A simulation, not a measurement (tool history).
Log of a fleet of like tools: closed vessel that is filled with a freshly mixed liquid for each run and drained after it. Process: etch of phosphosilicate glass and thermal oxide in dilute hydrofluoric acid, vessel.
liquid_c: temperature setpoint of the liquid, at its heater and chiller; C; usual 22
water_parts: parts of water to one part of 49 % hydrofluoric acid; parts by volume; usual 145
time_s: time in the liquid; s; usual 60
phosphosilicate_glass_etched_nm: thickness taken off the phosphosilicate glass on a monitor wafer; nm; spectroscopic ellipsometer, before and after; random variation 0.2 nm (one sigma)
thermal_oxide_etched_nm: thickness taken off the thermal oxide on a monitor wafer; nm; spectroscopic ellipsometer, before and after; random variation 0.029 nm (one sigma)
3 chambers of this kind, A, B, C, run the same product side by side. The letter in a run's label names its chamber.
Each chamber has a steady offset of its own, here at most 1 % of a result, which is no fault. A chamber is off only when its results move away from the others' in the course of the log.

run   hour  liquid_c  water_parts  time_s  read-back film thickness of the phosphosilicate glass reference wafer, read on the same gauge (nm)  read-back film thickness of the thermal oxide reference wafer, read on the same gauge (nm)  phosphosilicate_glass_etched_nm  thermal_oxide_etched_nm
 1C    5.4        22          145      60                                                                                              119.97                                                                                      80.032                           57.502                   1.6881
 2B   11.2        22          145      60                                                                                              120.03                                                                                      79.995                           58.219                   1.7142
 3A   18.7        22          145      60                                                                                              120.03                                                                                      79.977                           57.514                   1.7069
 4A   23.6        22          145      60                                                                                              120.03                                                                                      79.977                            57.34                    1.692
 5C   28.8        22          145      60                                                                                              119.99                                                                                      80.017                           58.062                   1.6401
 6B   32.9        22          145      60                                                                                              120.04                                                                                      80.018                           57.835                   1.6768
 7A     38        22          145      60                                                                                              119.99                                                                                      79.978                           57.283                   1.7011
 8B   43.8        22          145      60                                                                                              119.99                                                                                      80.031                           57.558                   1.7239
 9C   50.7        22          145      60                                                                                                 120                                                                                      80.004                           57.566                   1.7012
10C   55.9        22          145      60                                                                                              120.04                                                                                      79.978                           57.624                   1.7226
11A   63.3        22          145      60                                                                                                 120                                                                                      79.985                           57.544                   1.7163
12B     71        22          145      60                                                                                              120.01                                                                                      80.033                           57.668                   1.7056
13C   79.1        22          145      60                                                                                              119.98                                                                                       79.99                           57.913                   1.6804
14B   84.9        22          145      60                                                                                              120.05                                                                                      80.022                            57.86                   1.7016
15A   92.6        22          145      60                                                                                              120.01                                                                                      79.964                           57.355                   1.7353
      95.5  -- chamber B: thermometer replaced
16B   98.6      24.5          210      60                                                                                              120.02                                                                                       80.02                           41.273                   1.2634
17C  106.6      24.5          210      60                                                                                              120.02                                                                                      79.993                           40.692                   1.1977
18A  114.8      24.5          210      60                                                                                              119.98                                                                                      79.974                           40.829                   1.2081
19A    121        22          145      60                                                                                              119.98                                                                                      80.017                           57.293                   1.6734
20B  127.2        22          145      60                                                                                              120.03                                                                                      79.967                           57.912                   1.7044

Next, every chamber runs the same settings. What will each give?
21A  133.8        22          145      60                                                                                                                                                                                                                                ?                        ?
21B  133.8        22          145      60                                                                                                                                                                                                                                ?                        ?
21C  133.8        22          145      60                                                                                                                                                                                                                                ?                        ?

run  phosphosilicate_glass_etched_nm  thermal_oxide_etched_nm
21A                           57.428                   1.7345
21B                           57.481                   1.7319
21C                           57.589                   1.7259
